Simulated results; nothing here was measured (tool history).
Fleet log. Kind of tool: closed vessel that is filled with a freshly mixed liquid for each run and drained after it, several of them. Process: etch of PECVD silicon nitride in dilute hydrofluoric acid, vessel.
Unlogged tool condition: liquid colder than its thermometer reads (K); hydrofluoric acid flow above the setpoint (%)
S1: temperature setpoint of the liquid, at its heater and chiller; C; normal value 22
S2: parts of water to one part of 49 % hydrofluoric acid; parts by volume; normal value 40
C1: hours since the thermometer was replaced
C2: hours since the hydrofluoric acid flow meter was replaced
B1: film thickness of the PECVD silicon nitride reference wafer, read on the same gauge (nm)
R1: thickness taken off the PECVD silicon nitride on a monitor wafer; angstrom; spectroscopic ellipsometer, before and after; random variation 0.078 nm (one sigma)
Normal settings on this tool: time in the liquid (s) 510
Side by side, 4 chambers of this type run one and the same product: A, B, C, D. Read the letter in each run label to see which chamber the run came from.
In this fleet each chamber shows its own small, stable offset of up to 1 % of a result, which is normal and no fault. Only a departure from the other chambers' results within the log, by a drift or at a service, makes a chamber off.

{"run": "1C", "hour": 9.6, "S1": 22, "S2": 40, "time in the liquid (s)": 510, "C1": 26.8, "C2": 176.4, "B1": 30.003, "R1": 188.15}
{"run": "2D", "hour": 18.1, "S1": 22, "S2": 40, "time in the liquid (s)": 510, "C1": 1736.8, "C2": 263.5, "B1": 30.004, "R1": 187.97}
{"run": "3B", "hour": 25.9, "S1": 22, "S2": 40, "time in the liquid (s)": 510, "C1": 903.4, "C2": 63.4, "B1": 30.021, "R1": 188.76}
{"run": "4A", "hour": 37.5, "S1": 22, "S2": 40, "time in the liquid (s)": 510, "C1": 799.4, "C2": 1067.5, "B1": 29.996, "R1": 188.36}
{"run": "5D", "hour": 44.6, "S1": 22, "S2": 40, "time in the liquid (s)": 510, "C1": 1763.3, "C2": 290.0, "B1": 29.986, "R1": 188.24}
{"run": "6C", "hour": 55.8, "S1": 22, "S2": 40, "time in the liquid (s)": 510, "C1": 73.0, "C2": 222.6, "B1": 30.011, "R1": 188.39}
{"run": "7B", "hour": 69.3, "S1": 22, "S2": 40, "time in the liquid (s)": 510, "C1": 946.8, "C2": 106.8, "B1": 30.007, "R1": 188.39}
{"run": "8A", "hour": 80.7, "S1": 22, "S2": 40, "time in the liquid (s)": 510, "C1": 842.6, "C2": 1110.7, "B1": 30.0, "R1": 187.94}
{"run": "9B", "hour": 87.2, "S1": 22, "S2": 40, "time in the liquid (s)": 510, "C1": 964.7, "C2": 124.7, "B1": 29.996, "R1": 187.77}
{"run": "10C", "hour": 98.2, "S1": 22, "S2": 40, "time in the liquid (s)": 510, "C1": 115.4, "C2": 265.0, "B1": 29.988, "R1": 187.99}
{"run": "11D", "hour": 107.3, "S1": 22, "S2": 40, "time in the liquid (s)": 510, "C1": 1826.0, "C2": 352.7, "B1": 30.02, "R1": 187.93}
{"run": "12A", "hour": 118.6, "S1": 22, "S2": 40, "time in the liquid (s)": 510, "C1": 880.5, "C2": 1148.6, "B1": 29.992, "R1": 186.86}
{"run": "13B", "hour": 131.3, "S1": 22, "S2": 40, "time in the liquid (s)": 510, "C1": 1008.8, "C2": 168.8, "B1": 29.995, "R1": 187.34}
{"run": "14D", "hour": 142.0, "S1": 22, "S2": 40, "time in the liquid (s)": 510, "C1": 1860.7, "C2": 387.4, "B1": 29.99, "R1": 186.26}
{"run": "15A", "hour": 149.0, "S1": 22, "S2": 40, "time in the liquid (s)": 510, "C1": 910.9, "C2": 1179.0, "B1": 30.002, "R1": 188.99}
{"run": "16C", "hour": 155.2, "S1": 22, "S2": 25, "time in the liquid (s)": 510, "C1": 172.4, "C2": 322.0, "B1": 30.002, "R1": 296.59}
{"run": "17A", "hour": 166.9, "S1": 22, "S2": 25, "time in the liquid (s)": 510, "C1": 928.8, "C2": 1196.9, "B1": 29.982, "R1": 298.69}
{"run": "18B", "hour": 179.3, "S1": 22, "S2": 25, "time in the liquid (s)": 510, "C1": 1056.8, "C2": 216.8, "B1": 29.997, "R1": 295.46}
{"run": "19D", "hour": 190.4, "S1": 22, "S2": 25, "time in the liquid (s)": 510, "C1": 1909.1, "C2": 435.8, "B1": 30.008, "R1": 291.04}
{"run": "20C", "hour": 199.3, "S1": 22, "S2": 40, "time in the liquid (s)": 510, "C1": 216.5, "C2": 366.1, "B1": 29.998, "R1": 186.69}
{"run": "21D", "hour": 210.0, "S1": 22, "S2": 40, "time in the liquid (s)": 510, "C1": 1928.7, "C2": 455.4, "B1": 29.984, "R1": 182.2}
{"run": "22C", "hour": 218.7, "S1": 22, "S2": 40, "time in the liquid (s)": 510, "C1": 235.9, "C2": 385.5, "B1": 30.003, "R1": 188.88}
{"run": "23B", "hour": 231.0, "S1": 22, "S2": 40, "time in the liquid (s)": 510, "C1": 1108.5, "C2": 268.5, "B1": 30.01, "R1": 188.22}
{"run": "24A", "hour": 242.2, "S1": 22, "S2": 40, "time in the liquid (s)": 510, "C1": 1004.1, "C2": 1272.2, "B1": 29.993, "R1": 187.81}
{"run": "25B", "hour": 250.7, "S1": 22, "S2": 40, "time in the liquid (s)": 510, "C1": 1128.2, "C2": 288.2, "B1": 29.995, "R1": 188.79}
{"run": "26C", "hour": 257.4, "S1": 22, "S2": 40, "time in the liquid (s)": 510, "C1": 274.6, "C2": 424.2, "B1": 30.006, "R1": 188.57}
{"run": "27A", "hour": 265.3, "S1": 22, "S2": 40, "time in the liquid (s)": 510, "C1": 1027.2, "C2": 1295.3, "B1": 30.003, "R1": 188.14}
{"run": "28D", "hour": 275.1, "S1": 22, "S2": 40, "time in the liquid (s)": 510, "C1": 1993.8, "C2": 520.5, "B1": 30.024, "R1": 178.65}

Read the log: is a single chamber off, either drifting away or since a service, is the gauge that measures every chamber drifting, or is nothing wrong beyond small per-chamber offsets? Name any odd chamber and what most likely caused it.

Chamber D drifts away from the others.
Cause: liquid colder than its thermometer reads (K) = 0.761.
The log might look much the same if the cause were instead: hydrofluoric acid flow below the setpoint (%).

Here are 4 candidates for chamber D's next run, each the usual settings with a change, their results left as question marks. Which one brings its results back in line with what the others give on the usual settings?
Allowed miss from the other chambers' usual-settings mean, per result, to count as in line: R1 2.70 angstrom
{"run": "29D-1", "hour": 284.9, "S1": 22, "S2": 40, "time in the liquid (s)": 535, "R1": "?"}
{"run": "29D-2", "hour": 284.9, "S1": 22, "S2": 40, "time in the liquid (s)": 470, "R1": "?"}
{"run": "29D-3", "hour": 284.9, "S1": 22, "S2": 40, "time in the liquid (s)": 555, "R1": "?"}
{"run": "29D-4", "hour": 284.9, "S1": 22, "S2": 40, "time in the liquid (s)": 485, "R1": "?"}

Mean of the other chambers on the usual settings: R1 187.95 angstrom
run=29D-1 R1=187.92
run=29D-2 R1=165.09
run=29D-3 R1=194.95
run=29D-4 R1=170.36
29D-1 is the one that brings the chamber's results back in line with the other chambers.
